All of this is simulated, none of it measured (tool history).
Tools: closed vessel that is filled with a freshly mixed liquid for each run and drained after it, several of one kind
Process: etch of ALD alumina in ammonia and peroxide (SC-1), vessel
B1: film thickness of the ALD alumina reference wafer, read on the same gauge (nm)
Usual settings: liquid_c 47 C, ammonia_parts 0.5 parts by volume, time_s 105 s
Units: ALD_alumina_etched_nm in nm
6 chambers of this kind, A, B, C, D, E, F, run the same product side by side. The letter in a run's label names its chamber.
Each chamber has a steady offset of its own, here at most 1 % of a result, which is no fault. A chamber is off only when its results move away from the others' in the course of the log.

run 1C hour=7.2 | liquid_c=47 ammonia_parts=0.5 time_s=105 | B1=79.942 | ALD_alumina_etched_nm=4.2184
run 2F hour=13.2 | liquid_c=47 ammonia_parts=0.5 time_s=105 | B1=79.982 | ALD_alumina_etched_nm=4.1556
-- hour=16.6 chamber E: ammonia flow meter replaced
run 3D hour=17.4 | liquid_c=47 ammonia_parts=0.5 time_s=105 | B1=80.019 | ALD_alumina_etched_nm=4.1949
-- hour=24 chamber C: new drum of ammonia solution connected
run 4B hour=24.5 | liquid_c=47 ammonia_parts=0.5 time_s=105 | B1=79.946 | ALD_alumina_etched_nm=4.21
run 5A hour=30.7 | liquid_c=47 ammonia_parts=0.5 time_s=105 | B1=79.983 | ALD_alumina_etched_nm=4.2099
run 6E hour=36.1 | liquid_c=47 ammonia_parts=0.5 time_s=105 | B1=80.015 | ALD_alumina_etched_nm=4.1649
run 7C hour=39.7 | liquid_c=47 ammonia_parts=0.5 time_s=105 | B1=79.992 | ALD_alumina_etched_nm=4.1495
run 8E hour=45 | liquid_c=47 ammonia_parts=0.5 time_s=105 | B1=79.998 | ALD_alumina_etched_nm=4.1558
run 9F hour=49.9 | liquid_c=47 ammonia_parts=0.5 time_s=105 | B1=80.04 | ALD_alumina_etched_nm=4.1558
run 10D hour=55.2 | liquid_c=47 ammonia_parts=0.5 time_s=105 | B1=79.988 | ALD_alumina_etched_nm=4.1608
run 11B hour=62.6 | liquid_c=43.5 ammonia_parts=0.35 time_s=105 | B1=79.959 | ALD_alumina_etched_nm=3.2605
run 12A hour=67.2 | liquid_c=43.5 ammonia_parts=0.35 time_s=105 | B1=79.997 | ALD_alumina_etched_nm=3.3535
run 13F hour=71.5 | liquid_c=43.5 ammonia_parts=0.35 time_s=105 | B1=80 | ALD_alumina_etched_nm=3.3036
run 14E hour=77.5 | liquid_c=43.5 ammonia_parts=0.35 time_s=105 | B1=79.984 | ALD_alumina_etched_nm=3.2941
run 15B hour=84.5 | liquid_c=43.5 ammonia_parts=0.35 time_s=105 | B1=79.999 | ALD_alumina_etched_nm=3.3261
run 16C hour=91.6 | liquid_c=43.5 ammonia_parts=0.35 time_s=105 | B1=79.979 | ALD_alumina_etched_nm=3.2864
run 17D hour=95.7 | liquid_c=47 ammonia_parts=0.5 time_s=105 | B1=79.974 | ALD_alumina_etched_nm=4.1829
run 18A hour=103.3 | liquid_c=47 ammonia_parts=0.5 time_s=105 | B1=79.99 | ALD_alumina_etched_nm=4.2111
run 19C hour=109 | liquid_c=47 ammonia_parts=0.5 time_s=105 | B1=79.999 | ALD_alumina_etched_nm=4.1958
run 20D hour=114.5 | liquid_c=47 ammonia_parts=0.5 time_s=105 | B1=80.025 | ALD_alumina_etched_nm=4.2104
run 21E hour=119.8 | liquid_c=47 ammonia_parts=0.5 time_s=105 | B1=79.996 | ALD_alumina_etched_nm=4.1607
run 22A hour=126.6 | liquid_c=47 ammonia_parts=0.5 time_s=105 | B1=80.007 | ALD_alumina_etched_nm=4.1772
run 23F hour=131.6 | liquid_c=47 ammonia_parts=0.5 time_s=105 | B1=79.973 | ALD_alumina_etched_nm=4.1566
-- hour=135.1 chamber B: thermometer replaced
run 24B hour=139.1 | liquid_c=47 ammonia_parts=0.5 time_s=105 | B1=79.998 | ALD_alumina_etched_nm=4.2198
run 25B hour=143.8 | liquid_c=47 ammonia_parts=0.5 time_s=105 | B1=80.027 | ALD_alumina_etched_nm=4.1986
-- hour=145.5 chamber B: ammonia flow meter replaced
-- hour=145.6 chamber F: ammonia flow meter replaced
run 26A hour=147.2 | liquid_c=47 ammonia_parts=0.5 time_s=105 | B1=79.992 | ALD_alumina_etched_nm=4.21
run 27F hour=154.3 | liquid_c=47 ammonia_parts=0.5 time_s=105 | B1=80.025 | ALD_alumina_etched_nm=4.1573
run 28E hour=161.9 | liquid_c=47 ammonia_parts=0.5 time_s=105 | B1=79.983 | ALD_alumina_etched_nm=4.1533
run 29C hour=166 | liquid_c=47 ammonia_parts=0.5 time_s=105 | B1=80.029 | ALD_alumina_etched_nm=4.1832
run 30D hour=172.7 | liquid_c=47 ammonia_parts=0.5 time_s=105 | B1=79.991 | ALD_alumina_etched_nm=4.1668
run 31A hour=178.2 | liquid_c=47 ammonia_parts=0.5 time_s=105 | B1=79.978 | ALD_alumina_etched_nm=4.2683
run 32C hour=183 | liquid_c=47 ammonia_parts=0.5 time_s=105 | B1=79.978 | ALD_alumina_etched_nm=4.2471
run 33B hour=189.3 | liquid_c=47 ammonia_parts=0.5 time_s=105 | B1=80.01 | ALD_alumina_etched_nm=4.2176
run 34F hour=193.7 | liquid_c=47 ammonia_parts=0.5 time_s=105 | B1=80.009 | ALD_alumina_etched_nm=4.2029
run 35E hour=200.6 | liquid_c=47 ammonia_parts=0.5 time_s=105 | B1=79.98 | ALD_alumina_etched_nm=4.1432
run 36D hour=208.1 | liquid_c=52.5 ammonia_parts=0.3 time_s=105 | B1=80.001 | ALD_alumina_etched_nm=5.4002
run 37B hour=214.7 | liquid_c=52.5 ammonia_parts=0.3 time_s=105 | B1=80.017 | ALD_alumina_etched_nm=5.3477
run 38F hour=218.4 | liquid_c=52.5 ammonia_parts=0.3 time_s=105 | B1=79.987 | ALD_alumina_etched_nm=5.4373

All 6 chambers run these settings next. Forecast each chamber's results:
run 39A hour=223.9 | liquid_c=47 ammonia_parts=0.5 time_s=105 | ALD_alumina_etched_nm=?
run 39B hour=223.9 | liquid_c=47 ammonia_parts=0.5 time_s=105 | ALD_alumina_etched_nm=?
run 39C hour=223.9 | liquid_c=47 ammonia_parts=0.5 time_s=105 | ALD_alumina_etched_nm=?
run 39D hour=223.9 | liquid_c=47 ammonia_parts=0.5 time_s=105 | ALD_alumina_etched_nm=?
run 39E hour=223.9 | liquid_c=47 ammonia_parts=0.5 time_s=105 | ALD_alumina_etched_nm=?
run 39F hour=223.9 | liquid_c=47 ammonia_parts=0.5 time_s=105 | ALD_alumina_etched_nm=?

run=39A ALD_alumina_etched_nm=4.2016
run=39B ALD_alumina_etched_nm=4.1803
run=39C ALD_alumina_etched_nm=4.1275
run=39D ALD_alumina_etched_nm=4.1625
run=39E ALD_alumina_etched_nm=4.1513
run=39F ALD_alumina_etched_nm=4.1756
